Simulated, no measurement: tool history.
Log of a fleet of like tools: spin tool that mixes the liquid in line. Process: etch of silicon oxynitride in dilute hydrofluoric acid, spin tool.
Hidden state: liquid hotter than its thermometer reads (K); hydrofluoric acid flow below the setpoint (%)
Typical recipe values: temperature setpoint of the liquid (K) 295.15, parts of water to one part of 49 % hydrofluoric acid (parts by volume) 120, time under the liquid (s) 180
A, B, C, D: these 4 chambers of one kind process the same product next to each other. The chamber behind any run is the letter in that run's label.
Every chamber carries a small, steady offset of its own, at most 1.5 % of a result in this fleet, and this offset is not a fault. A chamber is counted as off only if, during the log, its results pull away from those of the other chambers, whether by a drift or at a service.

run	day	temperature setpoint of the liquid (K)	parts of water to one part of 49 % hydrofluoric acid (parts by volume)	time under the liquid (s)	hours since the thermometer was replaced	hours since the hydrofluoric acid flow meter was replaced	read-back film thickness of the silicon oxynitride reference wafer, read on the same gauge (nm)	thickness taken off the silicon oxynitride on a monitor wafer (angstrom)
1D	0.138	295.15	120	180	25.5	536.3	90.009	38.672
2B	0.262	295.15	120	180	87.2	1042.2	90.007	38.465
3A	0.383	295.15	120	180	261.9	1771.6	89.992	38.090
4C	0.496	295.15	120	180	608.2	864.0	89.995	38.265
5D	0.658	295.15	120	180	38.0	548.8	90.004	38.397
6C	0.817	295.15	120	180	615.9	871.7	90.001	37.993
7B	1.025	295.15	120	180	105.5	1060.5	89.997	38.646
8A	1.254	295.15	120	180	282.8	1792.5	90.001	37.998
9B	1.375	295.15	120	180	113.9	1068.9	89.994	38.326
10D	1.588	295.15	120	180	60.3	571.1	90.010	38.489
11A	1.712	295.15	120	180	293.8	1803.5	89.996	38.747
12C	1.921	295.15	120	180	642.4	898.2	90.001	38.226
13D	2.067	295.15	120	180	71.8	582.6	90.014	38.318
14B	2.238	295.15	120	180	134.6	1089.6	89.994	38.556
15C	2.412	295.15	120	180	654.2	910.0	89.987	38.343
16A	2.525	295.15	120	180	313.3	1823.0	89.971	39.360
17C	2.700	295.15	120	90	661.1	916.9	90.000	19.000
18D	2.842	295.15	120	90	90.4	601.2	90.005	19.065
19A	3.062	295.15	120	90	326.2	1835.9	90.011	20.008
20B	3.221	295.15	120	90	158.2	1113.2	90.002	19.496
21A	3.383	295.15	120	180	333.9	1843.6	89.989	40.262
22C	3.575	295.15	120	180	682.1	937.9	89.986	37.676
23D	3.738	295.15	120	180	111.9	622.7	90.007	38.463
24B	3.850	295.15	120	180	173.3	1128.3	90.002	38.354
25C	4.046	295.15	120	180	693.4	949.2	90.019	37.544
26B	4.196	295.15	120	180	181.6	1136.6	89.992	38.197
27D	4.417	295.15	120	180	128.2	639.0	90.012	38.462
28A	4.567	299.65	75	180	362.3	1872.0	90.007	84.817
29A	4.788	299.65	75	180	367.6	1877.3	90.002	84.927

All 4 chambers run these settings next. Forecast each chamber's results:
30A	4.958	295.15	155	180				?
30B	4.958	295.15	155	180				?
30C	4.958	295.15	155	180				?
30D	4.958	295.15	155	180				?

run	thickness taken off the silicon oxynitride on a monitor wafer (angstrom)
30A	31.315
30B	28.840
30C	28.533
30D	29.253
